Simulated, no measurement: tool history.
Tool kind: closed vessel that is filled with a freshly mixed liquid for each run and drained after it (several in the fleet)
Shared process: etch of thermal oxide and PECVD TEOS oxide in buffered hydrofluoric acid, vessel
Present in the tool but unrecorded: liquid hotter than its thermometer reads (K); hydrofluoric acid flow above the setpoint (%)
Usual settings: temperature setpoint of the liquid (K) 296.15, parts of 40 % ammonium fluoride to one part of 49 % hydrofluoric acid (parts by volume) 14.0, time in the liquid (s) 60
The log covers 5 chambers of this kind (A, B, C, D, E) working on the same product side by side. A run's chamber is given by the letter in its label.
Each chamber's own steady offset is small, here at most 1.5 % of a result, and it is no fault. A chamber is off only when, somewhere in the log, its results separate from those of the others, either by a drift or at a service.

run   hour  temperature setpoint of the liquid (K)  parts of 40 % ammonium fluoride to one part of 49 % hydrofluoric acid (parts by volume)  time in the liquid (s)  hours since the thermometer was replaced  hours since the hydrofluoric acid flow meter was replaced  read-back film thickness of the thermal oxide reference wafer, read on the same gauge (nm)  read-back film thickness of the PECVD TEOS oxide reference wafer, read on the same gauge (nm)  thickness taken off the thermal oxide on a monitor wafer (angstrom)  thickness taken off the PECVD TEOS oxide on a monitor wafer (angstrom)
 1D   14.1                                  296.15                                                                                     14.0                      60                                     328.0                                                      363.3                                                                                      90.004                                                                                         40.020                                                               457.15                                                                 1003.20
 2B   27.1                                  296.15                                                                                     14.0                      60                                     238.9                                                     2184.1                                                                                      89.981                                                                                         39.999                                                               458.69                                                                 1002.20
 3C   40.0                                  296.15                                                                                     14.0                      60                                    1921.0                                                      629.1                                                                                      90.000                                                                                         40.011                                                               464.47                                                                  997.89
 4E   55.2                                  296.15                                                                                     14.0                      60                                    1513.2                                                     1711.1                                                                                      89.975                                                                                         40.014                                                               461.07                                                                 1008.30
      65.5  -- chamber C: thermometer replaced
 5A   70.6                                  296.15                                                                                     14.0                      60                                     163.9                                                      704.1                                                                                      90.001                                                                                         39.995                                                               457.19                                                                 1002.50
 6D   81.4                                  296.15                                                                                     14.0                      60                                     395.3                                                      430.6                                                                                      89.989                                                                                         40.013                                                               461.54                                                                 1004.40
 7C   91.8                                  296.15                                                                                     14.0                      60                                      26.3                                                      680.9                                                                                      89.980                                                                                         39.992                                                               462.86                                                                  999.60
      94.7  -- chamber D: hydrofluoric acid flow meter replaced
 8E  105.1                                  296.15                                                                                     14.0                      60                                    1563.1                                                     1761.0                                                                                      89.996                                                                                         39.998                                                               462.30                                                                 1015.20
 9B  115.7                                  296.15                                                                                     14.0                      60                                     327.5                                                     2272.7                                                                                      89.983                                                                                         40.007                                                               456.77                                                                 1007.20
10A  128.7                                  296.15                                                                                     14.0                      60                                     222.0                                                      762.2                                                                                      89.990                                                                                         40.015                                                               466.85                                                                 1011.20
     138.5  -- chamber B: hydrofluoric acid flow meter replaced
11A  141.2                                  296.15                                                                                     14.0                      60                                     234.5                                                      774.7                                                                                      90.004                                                                                         39.987                                                               468.09                                                                 1009.20
12B  151.7                                  296.15                                                                                     14.0                      60                                     363.5                                                       13.2                                                                                      90.000                                                                                         39.993                                                               453.14                                                                  993.41
13C  161.8                                  296.15                                                                                     14.0                      60                                      96.3                                                      750.9                                                                                      89.986                                                                                         40.004                                                               458.24                                                                  991.73
14E  170.1                                  296.15                                                                                     14.0                      60                                    1628.1                                                     1826.0                                                                                      89.991                                                                                         40.003                                                               461.16                                                                 1014.50
15D  180.3                                  296.15                                                                                     14.0                      60                                     494.2                                                       85.7                                                                                      89.985                                                                                         39.994                                                               458.09                                                                 1002.80
16C  195.1                                  296.15                                                                                     14.0                      60                                     129.6                                                      784.2                                                                                      90.004                                                                                         39.979                                                               458.93                                                                  992.04
17E  203.1                                  296.15                                                                                     14.0                      60                                    1661.1                                                     1859.0                                                                                      90.003                                                                                         40.000                                                               459.18                                                                 1009.70
18D  215.0                                  296.15                                                                                     10.5                      40                                     528.9                                                      120.4                                                                                      89.985                                                                                         40.005                                                               401.24                                                                  884.52
19B  227.5                                  296.15                                                                                     10.5                      40                                     439.3                                                       89.0                                                                                      90.012                                                                                         39.986                                                               412.57                                                                  881.29
20A  236.9                                  296.15                                                                                     10.5                      40                                     330.2                                                      870.4                                                                                      90.011                                                                                         39.996                                                               409.75                                                                  897.69
21B  243.7                                  296.15                                                                                     10.5                      40                                     455.5                                                      105.2                                                                                      90.012                                                                                         39.989                                                               403.94                                                                  883.56
22A  256.8                                  296.15                                                                                     10.5                      40                                     350.1                                                      890.3                                                                                      90.011                                                                                         40.009                                                               405.11                                                                  894.57
23D  271.7                                  296.15                                                                                     14.0                      60                                     585.6                                                      177.1                                                                                      90.021                                                                                         40.006                                                               459.53                                                                 1007.40
24E  279.9                                  296.15                                                                                     14.0                      60                                    1737.9                                                     1935.8                                                                                      89.995                                                                                         40.009                                                               458.33                                                                 1013.70
25C  292.7                                  296.15                                                                                     14.0                      60                                     227.2                                                      881.8                                                                                      89.993                                                                                         39.979                                                               457.13                                                                  993.77
26D  306.3                                  296.15                                                                                     14.0                      60                                     620.2                                                      211.7                                                                                      89.988                                                                                         40.022                                                               459.26                                                                 1013.70
27A  316.7                                  296.15                                                                                     14.0                      60                                     410.0                                                      950.2                                                                                      89.999                                                                                         40.014                                                               463.92                                                                 1005.00
28B  331.5                                  296.15                                                                                     14.0                      60                                     543.3                                                      193.0                                                                                      90.013                                                                                         39.988                                                               463.34                                                                 1003.80
29E  340.3                                  296.15                                                                                     14.0                      60                                    1798.3                                                     1996.2                                                                                      90.010                                                                                         39.990                                                               461.64                                                                 1012.80
30C  350.9                                  296.15                                                                                     14.0                      60                                     285.4                                                      940.0                                                                                      89.988                                                                                         40.006                                                               465.91                                                                  988.65
31C  357.5                                  296.15                                                                                     14.0                      60                                     292.0                                                      946.6                                                                                      89.998                                                                                         39.997                                                               458.22                                                                  996.90
32D  371.7                                  296.15                                                                                     14.0                      60                                     685.6                                                      277.1                                                                                      89.997                                                                                         39.987                                                               462.66                                                                 1009.50

Has any chamber moved away from the others, gradually or after a service, or does the common gauge drift, or do the chambers differ only by their own small steady offsets? State the chamber and the most likely cause if one applies.

No chamber is off and the gauge is stable; the differences are just each chamber's small, constant offset.
